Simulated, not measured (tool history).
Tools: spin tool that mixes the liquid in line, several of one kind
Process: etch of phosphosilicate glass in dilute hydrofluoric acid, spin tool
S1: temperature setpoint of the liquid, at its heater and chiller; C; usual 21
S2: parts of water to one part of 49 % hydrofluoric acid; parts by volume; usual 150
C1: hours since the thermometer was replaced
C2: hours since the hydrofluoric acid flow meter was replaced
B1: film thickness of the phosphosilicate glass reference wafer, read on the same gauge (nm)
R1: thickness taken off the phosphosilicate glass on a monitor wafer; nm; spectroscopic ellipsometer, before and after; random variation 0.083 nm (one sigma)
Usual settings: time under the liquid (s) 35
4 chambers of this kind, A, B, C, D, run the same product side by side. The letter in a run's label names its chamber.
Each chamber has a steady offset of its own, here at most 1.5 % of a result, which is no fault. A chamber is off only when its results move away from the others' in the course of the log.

Run 1B, hour 13.9: usual settings; C1 618.6; C2 2177.3; B1 149.99. Result: R1 14.1450 nm.
Run 2D, hour 20.8: usual settings; C1 1024.0; C2 1650.2; B1 149.99. Result: R1 14.2320 nm.
Run 3C, hour 33.8: usual settings; C1 586.4; C2 1846.4; B1 149.99. Result: R1 14.2170 nm.
Run 4A, hour 45.1: usual settings; C1 1171.0; C2 1834.2; B1 149.98. Result: R1 14.4090 nm.
Run 5A, hour 52.7: usual settings; C1 1178.6; C2 1841.8; B1 149.98. Result: R1 14.2780 nm.
Run 6C, hour 65.6: usual settings; C1 618.2; C2 1878.2; B1 149.99. Result: R1 14.3590 nm.
Run 7B, hour 78.3: usual settings; C1 683.0; C2 2241.7; B1 149.98. Result: R1 14.3420 nm.
Run 8D, hour 87.8: usual settings but S2 125 parts by volume; C1 1091.0; C2 1717.2; B1 150.00. Result: R1 17.6790 nm.
Run 9C, hour 97.5: usual settings but S2 125 parts by volume; C1 650.1; C2 1910.1; B1 150.01. Result: R1 17.8380 nm.
Run 10B, hour 107.8: usual settings but S2 125 parts by volume; C1 712.5; C2 2271.2; B1 150.00. Result: R1 17.6850 nm.
Run 11D, hour 121.3: usual settings but S2 125 parts by volume; C1 1124.5; C2 1750.7; B1 150.00. Result: R1 17.7050 nm.
Run 12A, hour 127.5: usual settings; C1 1253.4; C2 1916.6; B1 150.01. Result: R1 14.4350 nm.
Run 13D, hour 136.3: usual settings but S1 17 C, S2 120 parts by volume; C1 1139.5; C2 1765.7; B1 150.03. Result: R1 15.7090 nm.
Run 14A, hour 148.4: usual settings but S1 17 C, S2 120 parts by volume; C1 1274.3; C2 1937.5; B1 149.99. Result: R1 15.6000 nm.
Run 15C, hour 157.6: usual settings but S1 17 C, S2 120 parts by volume; C1 710.2; C2 1970.2; B1 149.99. Result: R1 16.2110 nm.
Run 16B, hour 169.8: usual settings but S1 17 C, S2 120 parts by volume; C1 774.5; C2 2333.2; B1 150.00. Result: R1 15.6960 nm.
Run 17C, hour 183.3: usual settings; C1 735.9; C2 1995.9; B1 150.00. Result: R1 14.8630 nm.
Run 18A, hour 197.2: usual settings; C1 1323.1; C2 1986.3; B1 150.00. Result: R1 14.2680 nm.
At hour 204.3: chamber A: hydrofluoric acid flow meter replaced.
Run 19D, hour 209.5: usual settings; C1 1212.7; C2 1838.9; B1 149.99. Result: R1 14.2130 nm.
Run 20B, hour 221.4: usual settings; C1 826.1; C2 2384.8; B1 149.99. Result: R1 14.2440 nm.
Run 21B, hour 231.1: usual settings but time under the liquid (s) 45; C1 835.8; C2 2394.5; B1 150.00. Result: R1 18.3650 nm.
Run 22A, hour 245.1: usual settings but time under the liquid (s) 45; C1 1371.0; C2 40.8; B1 150.03. Result: R1 18.3860 nm.
Run 23C, hour 257.3: usual settings but time under the liquid (s) 45; C1 809.9; C2 2069.9; B1 150.01. Result: R1 19.7390 nm.
Run 24D, hour 264.7: usual settings but time under the liquid (s) 45; C1 1267.9; C2 1894.1; B1 150.01. Result: R1 18.2820 nm.

All 4 chambers run these settings next. Forecast each chamber's results:
Run 25A, hour 274.7: usual settings but time under the liquid (s) 20. Result: R1 ?.
Run 25B, hour 274.7: usual settings but time under the liquid (s) 20. Result: R1 ?.
Run 25C, hour 274.7: usual settings but time under the liquid (s) 20. Result: R1 ?.
Run 25D, hour 274.7: usual settings but time under the liquid (s) 20. Result: R1 ?.

run      R1
25A  8.2050
25B  8.1827
25C  8.7296
25D  8.1666
